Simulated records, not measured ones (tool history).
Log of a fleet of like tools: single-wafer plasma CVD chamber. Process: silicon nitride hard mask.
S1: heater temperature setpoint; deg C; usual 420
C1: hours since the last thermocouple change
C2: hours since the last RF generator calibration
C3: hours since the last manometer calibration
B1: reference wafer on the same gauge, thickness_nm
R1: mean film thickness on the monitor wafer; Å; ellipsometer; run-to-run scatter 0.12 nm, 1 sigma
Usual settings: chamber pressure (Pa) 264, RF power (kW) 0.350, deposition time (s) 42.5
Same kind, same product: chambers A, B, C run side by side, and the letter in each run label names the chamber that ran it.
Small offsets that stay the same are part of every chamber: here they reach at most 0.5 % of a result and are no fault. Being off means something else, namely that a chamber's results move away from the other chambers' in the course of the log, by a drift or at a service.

{"hour": 3.6, "done": "chamber C: thermocouple changed; heater temperature recalibrated"}
{"run": "1C", "hour": 7.0, "S1": 420, "chamber pressure (Pa)": 264, "RF power (kW)": 0.35, "deposition time (s)": 42.5, "C1": 3.5, "C2": 98.5, "C3": 800.5, "B1": 50.709, "R1": 567.85}
{"run": "2A", "hour": 15.9, "S1": 420, "chamber pressure (Pa)": 264, "RF power (kW)": 0.35, "deposition time (s)": 42.5, "C1": 402.5, "C2": 519.1, "C3": 200.0, "B1": 50.701, "R1": 569.46}
{"run": "3B", "hour": 23.6, "S1": 420, "chamber pressure (Pa)": 264, "RF power (kW)": 0.35, "deposition time (s)": 42.5, "C1": 1004.7, "C2": 445.1, "C3": 167.0, "B1": 50.712, "R1": 570.7}
{"run": "4A", "hour": 31.7, "S1": 420, "chamber pressure (Pa)": 264, "RF power (kW)": 0.35, "deposition time (s)": 42.5, "C1": 418.3, "C2": 534.9, "C3": 215.8, "B1": 50.735, "R1": 571.02}
{"run": "5C", "hour": 39.2, "S1": 420, "chamber pressure (Pa)": 264, "RF power (kW)": 0.35, "deposition time (s)": 42.5, "C1": 35.7, "C2": 130.7, "C3": 832.7, "B1": 50.716, "R1": 565.91}
{"run": "6B", "hour": 46.6, "S1": 425, "chamber pressure (Pa)": 264, "RF power (kW)": 0.35, "deposition time (s)": 42.5, "C1": 1027.7, "C2": 468.1, "C3": 190.0, "B1": 50.691, "R1": 569.91}
{"run": "7A", "hour": 55.7, "S1": 425, "chamber pressure (Pa)": 264, "RF power (kW)": 0.35, "deposition time (s)": 42.5, "C1": 442.3, "C2": 558.9, "C3": 239.8, "B1": 50.717, "R1": 569.11}
{"run": "8B", "hour": 63.4, "S1": 425, "chamber pressure (Pa)": 264, "RF power (kW)": 0.35, "deposition time (s)": 42.5, "C1": 1044.5, "C2": 484.9, "C3": 206.8, "B1": 50.681, "R1": 569.83}
{"run": "9C", "hour": 72.3, "S1": 420, "chamber pressure (Pa)": 264, "RF power (kW)": 0.35, "deposition time (s)": 42.5, "C1": 68.8, "C2": 163.8, "C3": 865.8, "B1": 50.706, "R1": 565.81}
{"run": "10C", "hour": 81.3, "S1": 420, "chamber pressure (Pa)": 264, "RF power (kW)": 0.35, "deposition time (s)": 42.5, "C1": 77.8, "C2": 172.8, "C3": 874.8, "B1": 50.707, "R1": 567.09}
{"run": "11A", "hour": 85.9, "S1": 420, "chamber pressure (Pa)": 264, "RF power (kW)": 0.295, "deposition time (s)": 42.5, "C1": 472.5, "C2": 589.1, "C3": 270.0, "B1": 50.713, "R1": 511.97}
{"hour": 89.0, "done": "chamber C: capacitance manometer re-zeroed and calibrated"}
{"run": "12B", "hour": 93.1, "S1": 420, "chamber pressure (Pa)": 264, "RF power (kW)": 0.295, "deposition time (s)": 42.5, "C1": 1074.2, "C2": 514.6, "C3": 236.5, "B1": 50.704, "R1": 508.14}
{"run": "13A", "hour": 99.4, "S1": 420, "chamber pressure (Pa)": 264, "RF power (kW)": 0.295, "deposition time (s)": 42.5, "C1": 486.0, "C2": 602.6, "C3": 283.5, "B1": 50.688, "R1": 509.87}
{"run": "14B", "hour": 108.2, "S1": 420, "chamber pressure (Pa)": 264, "RF power (kW)": 0.305, "deposition time (s)": 42.5, "C1": 1089.3, "C2": 529.7, "C3": 251.6, "B1": 50.713, "R1": 522.92}
{"run": "15C", "hour": 117.1, "S1": 420, "chamber pressure (Pa)": 264, "RF power (kW)": 0.305, "deposition time (s)": 42.5, "C1": 113.6, "C2": 208.6, "C3": 28.2, "B1": 50.706, "R1": 511.37}
{"run": "16C", "hour": 123.4, "S1": 420, "chamber pressure (Pa)": 264, "RF power (kW)": 0.305, "deposition time (s)": 42.5, "C1": 119.9, "C2": 214.9, "C3": 34.5, "B1": 50.688, "R1": 512.64}
{"run": "17A", "hour": 132.7, "S1": 420, "chamber pressure (Pa)": 264, "RF power (kW)": 0.35, "deposition time (s)": 47.4, "C1": 519.3, "C2": 635.9, "C3": 316.8, "B1": 50.696, "R1": 632.77}
{"run": "18B", "hour": 137.9, "S1": 420, "chamber pressure (Pa)": 264, "RF power (kW)": 0.35, "deposition time (s)": 47.4, "C1": 1119.0, "C2": 559.4, "C3": 281.3, "B1": 50.689, "R1": 636.07}
{"run": "19A", "hour": 145.0, "S1": 420, "chamber pressure (Pa)": 264, "RF power (kW)": 0.35, "deposition time (s)": 47.4, "C1": 531.6, "C2": 648.2, "C3": 329.1, "B1": 50.679, "R1": 636.28}
{"run": "20B", "hour": 152.2, "S1": 420, "chamber pressure (Pa)": 264, "RF power (kW)": 0.35, "deposition time (s)": 42.5, "C1": 1133.3, "C2": 573.7, "C3": 295.6, "B1": 50.683, "R1": 570.21}
{"run": "21C", "hour": 161.5, "S1": 420, "chamber pressure (Pa)": 264, "RF power (kW)": 0.35, "deposition time (s)": 42.5, "C1": 158.0, "C2": 253.0, "C3": 72.6, "B1": 50.702, "R1": 556.72}
{"run": "22C", "hour": 165.7, "S1": 420, "chamber pressure (Pa)": 264, "RF power (kW)": 0.35, "deposition time (s)": 42.5, "C1": 162.2, "C2": 257.2, "C3": 76.8, "B1": 50.701, "R1": 559.71}
{"run": "23A", "hour": 173.9, "S1": 420, "chamber pressure (Pa)": 264, "RF power (kW)": 0.35, "deposition time (s)": 42.5, "C1": 560.5, "C2": 677.1, "C3": 358.0, "B1": 50.724, "R1": 570.53}
{"run": "24B", "hour": 180.3, "S1": 420, "chamber pressure (Pa)": 264, "RF power (kW)": 0.35, "deposition time (s)": 42.5, "C1": 1161.4, "C2": 601.8, "C3": 323.7, "B1": 50.712, "R1": 569.82}
{"run": "25C", "hour": 186.5, "S1": 432, "chamber pressure (Pa)": 264, "RF power (kW)": 0.35, "deposition time (s)": 35.0, "C1": 183.0, "C2": 278.0, "C3": 97.6, "B1": 50.718, "R1": 457.93}

All 3 chambers run these settings next. Forecast each chamber's results:
{"run": "26A", "hour": 193.3, "S1": 410, "chamber pressure (Pa)": 264, "RF power (kW)": 0.35, "deposition time (s)": 42.5, "R1": "?"}
{"run": "26B", "hour": 193.3, "S1": 410, "chamber pressure (Pa)": 264, "RF power (kW)": 0.35, "deposition time (s)": 42.5, "R1": "?"}
{"run": "26C", "hour": 193.3, "S1": 410, "chamber pressure (Pa)": 264, "RF power (kW)": 0.35, "deposition time (s)": 42.5, "R1": "?"}

run=26A R1=572.21
run=26B R1=574.10
run=26C R1=563.55
